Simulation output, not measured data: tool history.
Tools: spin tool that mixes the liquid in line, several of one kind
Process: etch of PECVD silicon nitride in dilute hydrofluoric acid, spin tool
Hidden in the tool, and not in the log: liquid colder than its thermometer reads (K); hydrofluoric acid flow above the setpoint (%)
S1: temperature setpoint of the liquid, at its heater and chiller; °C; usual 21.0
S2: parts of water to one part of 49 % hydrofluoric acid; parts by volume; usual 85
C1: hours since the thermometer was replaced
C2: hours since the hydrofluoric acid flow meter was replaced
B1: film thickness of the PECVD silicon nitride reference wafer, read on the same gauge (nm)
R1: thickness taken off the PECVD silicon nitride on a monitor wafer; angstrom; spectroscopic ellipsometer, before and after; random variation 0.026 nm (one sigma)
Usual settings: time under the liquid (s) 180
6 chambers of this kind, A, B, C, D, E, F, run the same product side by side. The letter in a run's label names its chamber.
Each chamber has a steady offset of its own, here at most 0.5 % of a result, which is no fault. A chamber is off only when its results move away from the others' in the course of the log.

run 1F hour=4.9 | S1=21.0 S2=85 time_under_the_liquid_(s)=180 | C1=646.8 C2=203.5 | B1=100.000 | R1=29.307
run 2D hour=9.2 | S1=21.0 S2=85 time_under_the_liquid_(s)=180 | C1=125.7 C2=78.6 | B1=100.040 | R1=29.276
run 3E hour=17.5 | S1=21.0 S2=85 time_under_the_liquid_(s)=180 | C1=386.9 C2=78.0 | B1=99.994 | R1=29.546
run 4B hour=23.3 | S1=21.0 S2=85 time_under_the_liquid_(s)=180 | C1=1852.1 C2=332.9 | B1=99.969 | R1=29.188
run 5C hour=28.8 | S1=21.0 S2=85 time_under_the_liquid_(s)=180 | C1=166.7 C2=299.4 | B1=99.989 | R1=29.260
run 6A hour=33.1 | S1=21.0 S2=85 time_under_the_liquid_(s)=180 | C1=727.9 C2=325.0 | B1=100.010 | R1=29.548
run 7D hour=37.2 | S1=21.0 S2=85 time_under_the_liquid_(s)=180 | C1=153.7 C2=106.6 | B1=100.020 | R1=29.637
run 8F hour=43.6 | S1=24.5 S2=85 time_under_the_liquid_(s)=180 | C1=685.5 C2=242.2 | B1=99.980 | R1=37.590
run 9C hour=50.8 | S1=24.5 S2=85 time_under_the_liquid_(s)=180 | C1=188.7 C2=321.4 | B1=99.991 | R1=37.547
run 10E hour=58.3 | S1=24.5 S2=85 time_under_the_liquid_(s)=180 | C1=427.7 C2=118.8 | B1=100.020 | R1=36.799
run 11A hour=66.0 | S1=24.5 S2=85 time_under_the_liquid_(s)=180 | C1=760.8 C2=357.9 | B1=100.020 | R1=37.327
run 12B hour=71.9 | S1=24.5 S2=85 time_under_the_liquid_(s)=180 | C1=1900.7 C2=381.5 | B1=100.020 | R1=36.267
run 13D hour=76.7 | S1=24.5 S2=85 time_under_the_liquid_(s)=180 | C1=193.2 C2=146.1 | B1=99.994 | R1=37.651
run 14C hour=82.7 | S1=21.0 S2=85 time_under_the_liquid_(s)=90 | C1=220.6 C2=353.3 | B1=100.010 | R1=14.923
run 15F hour=90.0 | S1=21.0 S2=85 time_under_the_liquid_(s)=90 | C1=731.9 C2=288.6 | B1=99.969 | R1=14.336
run 16B hour=95.9 | S1=21.0 S2=85 time_under_the_liquid_(s)=90 | C1=1924.7 C2=405.5 | B1=100.020 | R1=14.635
run 17A hour=101.5 | S1=21.0 S2=85 time_under_the_liquid_(s)=90 | C1=796.3 C2=393.4 | B1=99.981 | R1=14.653
run 18E hour=109.7 | S1=21.0 S2=85 time_under_the_liquid_(s)=90 | C1=479.1 C2=170.2 | B1=99.971 | R1=14.743
-- hour=117.0 chamber B: thermometer replaced
run 19F hour=118.7 | S1=21.0 S2=85 time_under_the_liquid_(s)=90 | C1=760.6 C2=317.3 | B1=99.975 | R1=14.186
run 20E hour=122.9 | S1=25.5 S2=85 time_under_the_liquid_(s)=85 | C1=492.3 C2=183.4 | B1=99.986 | R1=19.049
run 21C hour=130.0 | S1=25.5 S2=85 time_under_the_liquid_(s)=85 | C1=267.9 C2=400.6 | B1=99.979 | R1=19.181
run 22D hour=135.0 | S1=25.5 S2=85 time_under_the_liquid_(s)=85 | C1=251.5 C2=204.4 | B1=99.954 | R1=18.734
run 23B hour=140.1 | S1=25.5 S2=85 time_under_the_liquid_(s)=85 | C1=23.2 C2=449.7 | B1=100.040 | R1=18.774
run 24A hour=147.5 | S1=25.5 S2=85 time_under_the_liquid_(s)=85 | C1=842.3 C2=439.4 | B1=99.993 | R1=18.660
run 25A hour=152.3 | S1=25.5 S2=85 time_under_the_liquid_(s)=85 | C1=847.1 C2=444.2 | B1=99.950 | R1=18.628
run 26E hour=157.6 | S1=21.0 S2=85 time_under_the_liquid_(s)=180 | C1=527.0 C2=218.1 | B1=99.996 | R1=29.858
run 27F hour=165.1 | S1=21.0 S2=85 time_under_the_liquid_(s)=180 | C1=807.0 C2=363.7 | B1=100.010 | R1=28.064
run 28D hour=170.6 | S1=21.0 S2=85 time_under_the_liquid_(s)=180 | C1=287.1 C2=240.0 | B1=100.000 | R1=29.476
run 29B hour=178.6 | S1=21.0 S2=85 time_under_the_liquid_(s)=180 | C1=61.7 C2=488.2 | B1=100.020 | R1=29.194
run 30C hour=183.6 | S1=21.0 S2=85 time_under_the_liquid_(s)=180 | C1=321.5 C2=454.2 | B1=99.974 | R1=29.793
run 31D hour=191.6 | S1=21.0 S2=85 time_under_the_liquid_(s)=180 | C1=308.1 C2=261.0 | B1=99.961 | R1=29.670
run 32C hour=200.5 | S1=21.0 S2=85 time_under_the_liquid_(s)=180 | C1=338.4 C2=471.1 | B1=99.972 | R1=30.046
run 33B hour=206.3 | S1=21.0 S2=85 time_under_the_liquid_(s)=180 | C1=89.4 C2=515.9 | B1=99.979 | R1=29.399
run 34A hour=212.1 | S1=21.0 S2=85 time_under_the_liquid_(s)=180 | C1=906.9 C2=504.0 | B1=99.990 | R1=29.403
run 35F hour=218.4 | S1=21.0 S2=85 time_under_the_liquid_(s)=180 | C1=860.3 C2=417.0 | B1=99.961 | R1=27.206
run 36E hour=227.4 | S1=21.0 S2=85 time_under_the_liquid_(s)=180 | C1=596.8 C2=287.9 | B1=100.020 | R1=29.467
run 37C hour=236.0 | S1=21.0 S2=85 time_under_the_liquid_(s)=180 | C1=373.9 C2=506.6 | B1=99.994 | R1=29.170
run 38A hour=240.8 | S1=21.0 S2=85 time_under_the_liquid_(s)=180 | C1=935.6 C2=532.7 | B1=99.966 | R1=29.236
run 39B hour=247.1 | S1=21.0 S2=85 time_under_the_liquid_(s)=180 | C1=130.2 C2=556.7 | B1=99.997 | R1=29.709
run 40E hour=254.4 | S1=21.0 S2=85 time_under_the_liquid_(s)=180 | C1=623.8 C2=314.9 | B1=100.010 | R1=29.524
run 41F hour=259.5 | S1=21.0 S2=85 time_under_the_liquid_(s)=180 | C1=901.4 C2=458.1 | B1=100.010 | R1=27.335
run 42D hour=265.6 | S1=21.0 S2=85 time_under_the_liquid_(s)=180 | C1=382.1 C2=335.0 | B1=99.969 | R1=28.983
run 43B hour=274.6 | S1=21.0 S2=85 time_under_the_liquid_(s)=180 | C1=157.7 C2=584.2 | B1=100.010 | R1=29.115
run 44F hour=279.4 | S1=21.0 S2=85 time_under_the_liquid_(s)=180 | C1=921.3 C2=478.0 | B1=100.020 | R1=26.961

All 6 chambers run these settings next. Forecast each chamber's results:
run 45A hour=286.0 | S1=21.0 S2=85 time_under_the_liquid_(s)=180 | R1=?
run 45B hour=286.0 | S1=21.0 S2=85 time_under_the_liquid_(s)=180 | R1=?
run 45C hour=286.0 | S1=21.0 S2=85 time_under_the_liquid_(s)=180 | R1=?
run 45D hour=286.0 | S1=21.0 S2=85 time_under_the_liquid_(s)=180 | R1=?
run 45E hour=286.0 | S1=21.0 S2=85 time_under_the_liquid_(s)=180 | R1=?
run 45F hour=286.0 | S1=21.0 S2=85 time_under_the_liquid_(s)=180 | R1=?

run=45A R1=29.354
run=45B R1=29.218
run=45C R1=29.667
run=45D R1=30.007
run=45E R1=29.438
run=45F R1=26.592
